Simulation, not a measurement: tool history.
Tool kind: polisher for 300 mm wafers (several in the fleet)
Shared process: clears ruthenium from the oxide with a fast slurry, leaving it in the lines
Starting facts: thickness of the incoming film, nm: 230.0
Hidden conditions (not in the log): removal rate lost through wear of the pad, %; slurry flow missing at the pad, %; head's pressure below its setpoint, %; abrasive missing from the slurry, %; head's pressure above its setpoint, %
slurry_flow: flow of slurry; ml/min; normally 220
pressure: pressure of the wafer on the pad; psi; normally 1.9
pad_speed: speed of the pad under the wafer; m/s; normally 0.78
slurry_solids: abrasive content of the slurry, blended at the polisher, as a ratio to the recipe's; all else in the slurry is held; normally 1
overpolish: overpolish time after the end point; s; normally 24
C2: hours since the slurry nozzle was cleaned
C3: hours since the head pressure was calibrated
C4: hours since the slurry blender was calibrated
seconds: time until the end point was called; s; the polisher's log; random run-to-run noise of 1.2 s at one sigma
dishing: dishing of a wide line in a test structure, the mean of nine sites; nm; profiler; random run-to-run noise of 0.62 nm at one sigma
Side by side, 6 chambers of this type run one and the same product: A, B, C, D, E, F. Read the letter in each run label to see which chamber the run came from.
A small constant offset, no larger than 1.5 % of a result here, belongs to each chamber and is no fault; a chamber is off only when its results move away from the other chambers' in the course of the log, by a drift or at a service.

Run 1B, hour 8.6: usual settings; wafers polished on this pad 1371; C2 63.9; C3 356.4; C4 286.3. Result: seconds 92.578 s, dishing 45.408 nm.
Run 2E, hour 17.6: usual settings; wafers polished on this pad 480; C2 144; C3 727.2; C4 241. Result: seconds 92.491 s, dishing 44.955 nm.
At hour 17.8: chamber F: worn pad replaced by a new one.
At hour 20: chamber D: worn pad replaced by a new one.
Run 3D, hour 26.4: usual settings; wafers polished on this pad 48; C2 192.5; C3 162.6; C4 37. Result: seconds 90.848 s, dishing 45.687 nm.
At hour 29.1: chamber B: worn pad replaced by a new one.
Run 4A, hour 34.3: usual settings; wafers polished on this pad 272; C2 151.7; C3 306; C4 98.7. Result: seconds 92.352 s, dishing 44.506 nm.
Run 5F, hour 39.5: usual settings; wafers polished on this pad 162; C2 633.6; C3 46.1; C4 220.8. Result: seconds 88.877 s, dishing 44.793 nm.
Run 6C, hour 48.3: usual settings; wafers polished on this pad 736; C2 49; C3 508; C4 134.5. Result: seconds 90.244 s, dishing 44.514 nm.
Run 7E, hour 58.1: usual settings; wafers polished on this pad 783; C2 184.5; C3 767.7; C4 281.5. Result: seconds 90.687 s, dishing 45.757 nm.
Run 8F, hour 63.9: usual settings; wafers polished on this pad 345; C2 658; C3 70.5; C4 245.2. Result: seconds 88.832 s, dishing 44.684 nm.
At hour 66.2: chamber D: slurry nozzle cleaned.
Run 9A, hour 72.4: usual settings; wafers polished on this pad 557; C2 189.8; C3 344.1; C4 136.8. Result: seconds 91.59 s, dishing 44.56 nm.
Run 10B, hour 81.9: usual settings; wafers polished on this pad 395; C2 137.2; C3 429.7; C4 359.6. Result: seconds 93.672 s, dishing 44.533 nm.
At hour 91.4: chamber E: worn pad replaced by a new one.
Run 11C, hour 91.7: usual settings; wafers polished on this pad 1061; C2 92.4; C3 551.4; C4 177.9. Result: seconds 93.134 s, dishing 44.915 nm.
Run 12D, hour 98.9: usual settings but slurry_flow 285 ml/min; wafers polished on this pad 591; C2 32.8; C3 235.1; C4 109.5. Result: seconds 89.207 s, dishing 44.914 nm.
Run 13B, hour 110.6: usual settings but slurry_flow 285 ml/min; wafers polished on this pad 610; C2 165.9; C3 458.4; C4 388.3. Result: seconds 89.638 s, dishing 47.867 nm.
Run 14A, hour 116.1: usual settings but slurry_flow 285 ml/min; wafers polished on this pad 884; C2 233.5; C3 387.8; C4 180.5. Result: seconds 89.823 s, dishing 45.694 nm.
Run 15C, hour 123.4: usual settings but slurry_flow 285 ml/min; wafers polished on this pad 1298; C2 124.1; C3 583.1; C4 209.6. Result: seconds 90.317 s, dishing 46.366 nm.
At hour 127.7: chamber C: worn pad replaced by a new one.
At hour 129.7: chamber F: slurry blender recalibrated.
At hour 131: chamber B: head pressure recalibrated.
Run 16D, hour 133.5: usual settings but slurry_flow 285 ml/min; wafers polished on this pad 850; C2 67.4; C3 269.7; C4 144.1. Result: seconds 89.824 s, dishing 44.901 nm.
At hour 141.5: chamber D: worn pad replaced by a new one.
Run 17E, hour 143.2: usual settings but slurry_flow 285 ml/min; wafers polished on this pad 388; C2 269.6; C3 852.8; C4 366.6. Result: seconds 88.272 s, dishing 46.185 nm.
At hour 145: chamber B: slurry blender recalibrated.
At hour 149.6: chamber A: worn pad replaced by a new one.
Run 18F, hour 152.4: usual settings; wafers polished on this pad 1007; C2 746.5; C3 159; C4 22.8. Result: seconds 91.143 s, dishing 44.598 nm.
At hour 160.2: chamber C: head pressure recalibrated.
Run 19B, hour 160.4: usual settings; wafers polished on this pad 983; C2 215.7; C3 29.5; C4 15.4. Result: seconds 92.921 s, dishing 45.245 nm.
At hour 163.4: chamber E: head pressure recalibrated.
At hour 165.9: chamber F: worn pad replaced by a new one.
Run 20E, hour 171.8: usual settings; wafers polished on this pad 602; C2 298.2; C3 8.4; C4 395.2. Result: seconds 92.428 s, dishing 46.226 nm.
Run 21D, hour 182: usual settings; wafers polished on this pad 303; C2 115.9; C3 318.2; C4 192.6. Result: seconds 90.603 s, dishing 44.037 nm.
Run 22C, hour 193.1: usual settings; wafers polished on this pad 489; C2 193.8; C3 32.9; C4 279.3. Result: seconds 92.109 s, dishing 45.472 nm.
At hour 195.6: chamber A: slurry blender recalibrated.
Run 23F, hour 199.3: usual settings but pressure 1.5 psi, pad_speed 0.92 m/s; wafers polished on this pad 250; C2 793.4; C3 205.9; C4 69.7. Result: seconds 97.743 s, dishing 42.253 nm.
Run 24A, hour 210.7: usual settings but pressure 1.5 psi, pad_speed 0.92 m/s; wafers polished on this pad 457; C2 328.1; C3 482.4; C4 15.2. Result: seconds 105.12 s, dishing 41.787 nm.
At hour 221.2: chamber F: slurry nozzle cleaned.
Run 25A, hour 222.3: usual settings but pressure 1.5 psi, pad_speed 0.92 m/s; wafers polished on this pad 544; C2 339.7; C3 494; C4 26.8. Result: seconds 105.82 s, dishing 41.067 nm.
At hour 230.4: chamber E: worn pad replaced by a new one.
At hour 231.2: chamber B: worn pad replaced by a new one.
Run 26D, hour 231.8: usual settings but pressure 1.5 psi, pad_speed 0.92 m/s; wafers polished on this pad 676; C2 165.7; C3 368; C4 242.4. Result: seconds 97.168 s, dishing 42.682 nm.
At hour 238.4: chamber D: slurry blender recalibrated.
Run 27F, hour 239.9: usual settings but pressure 1.5 psi, pad_speed 0.92 m/s; wafers polished on this pad 554; C2 18.8; C3 246.5; C4 110.3. Result: seconds 97.865 s, dishing 42.515 nm.
At hour 250.6: chamber E: slurry blender recalibrated.
Run 28E, hour 250.7: usual settings but pressure 1.5 psi, pad_speed 0.92 m/s; wafers polished on this pad 152; C2 377.1; C3 87.3; C4 0.2. Result: seconds 98.648 s, dishing 43.073 nm.
Run 29B, hour 258.9: usual settings; wafers polished on this pad 207; C2 314.2; C3 128; C4 113.9. Result: seconds 91.001 s, dishing 46.197 nm.
Run 30C, hour 265: usual settings; wafers polished on this pad 1027; C2 265.7; C3 104.8; C4 351.2. Result: seconds 92.879 s, dishing 44.689 nm.
At hour 267.5: chamber D: worn pad replaced by a new one.
Run 31D, hour 272.8: usual settings; wafers polished on this pad 39; C2 206.7; C3 409; C4 34.5. Result: seconds 91.485 s, dishing 45.071 nm.
Run 32F, hour 283.1: usual settings; wafers polished on this pad 877; C2 62; C3 289.7; C4 153.5. Result: seconds 91.275 s, dishing 43.775 nm.
Run 33B, hour 292.1: usual settings; wafers polished on this pad 455; C2 347.4; C3 161.2; C4 147.1. Result: seconds 91.925 s, dishing 45.094 nm.
Run 34A, hour 302.8: usual settings; wafers polished on this pad 1146; C2 420.2; C3 574.5; C4 107.3. Result: seconds 100.04 s, dishing 42.851 nm.
At hour 308.2: chamber A: worn pad replaced by a new one.
Run 35E, hour 312.2: usual settings; wafers polished on this pad 612; C2 438.6; C3 148.8; C4 61.7. Result: seconds 91.486 s, dishing 45.58 nm.
At hour 315: chamber F: worn pad replaced by a new one.
Run 36C, hour 321.4: usual settings; wafers polished on this pad 1449; C2 322.1; C3 161.2; C4 407.6. Result: seconds 92.521 s, dishing 44.131 nm.
Run 37C, hour 327.2: usual settings; wafers polished on this pad 1493; C2 327.9; C3 167; C4 413.4. Result: seconds 91.969 s, dishing 46.194 nm.
Run 38D, hour 333.4: usual settings; wafers polished on this pad 493; C2 267.3; C3 469.6; C4 95.1. Result: seconds 93.79 s, dishing 44.778 nm.
At hour 336.5: chamber D: slurry nozzle cleaned.
Run 39F, hour 341.5: usual settings; wafers polished on this pad 198; C2 120.4; C3 348.1; C4 211.9. Result: seconds 90.588 s, dishing 43.51 nm.
Run 40E, hour 348.3: usual settings but slurry_solids 0.8; wafers polished on this pad 882; C2 474.7; C3 184.9; C4 97.8. Result: seconds 100.05 s, dishing 41.799 nm.
Run 41B, hour 356.6: usual settings but slurry_solids 0.8; wafers polished on this pad 938; C2 411.9; C3 225.7; C4 211.6. Result: seconds 103.24 s, dishing 40.027 nm.
Run 42A, hour 361.9: usual settings but slurry_solids 0.8; wafers polished on this pad 402; C2 479.3; C3 633.6; C4 166.4. Result: seconds 111.93 s, dishing 38.578 nm.
Run 43F, hour 367: usual settings but slurry_solids 0.8; wafers polished on this pad 389; C2 145.9; C3 373.6; C4 237.4. Result: seconds 103.38 s, dishing 41.073 nm.
Run 44D, hour 373.6: usual settings but slurry_solids 0.8; wafers polished on this pad 794; C2 37.2; C3 509.8; C4 135.3. Result: seconds 102.49 s, dishing 40.283 nm.

One chamber off, gauge drift, or nothing amiss beyond the chambers' own small offsets? If it is a chamber, which one, and what is the likeliest cause?

Chamber A drifts away from the others.
What lies behind it: head's pressure below its setpoint, % = 9.76.

Chamber A could run next with any of the 4 candidate recipes listed below; each alters the usual settings, and their results appear as question marks. Which one brings its results back in line with what the other chambers deliver on the usual settings?
To be in line, a result may differ from the other chambers' mean on the usual settings by at most: seconds 4.2 s; dishing 2.2 nm
Run 45A-1, hour 382.1: usual settings but pad_speed 0.8 m/s. Result: seconds ?, dishing ?.
Run 45A-2, hour 382.1: usual settings but pressure 2 psi, pad_speed 0.82 m/s. Result: seconds ?, dishing ?.
Run 45A-3, hour 382.1: usual settings but pressure 1.8 psi, pad_speed 0.74 m/s, overpolish 25 s. Result: seconds ?, dishing ?.
Run 45A-4, hour 382.1: usual settings but pad_speed 0.76 m/s. Result: seconds ?, dishing ?.

What the other chambers average on the usual settings: seconds 91.854 s; dishing 44.845 nm
  run  seconds  dishing
45A-1   99.569   42.875
45A-2    92.31   45.622
45A-3    113.5   39.773
45A-4   104.73   41.113
Change 45A-2 lands the chamber within the allowed miss of the other chambers.
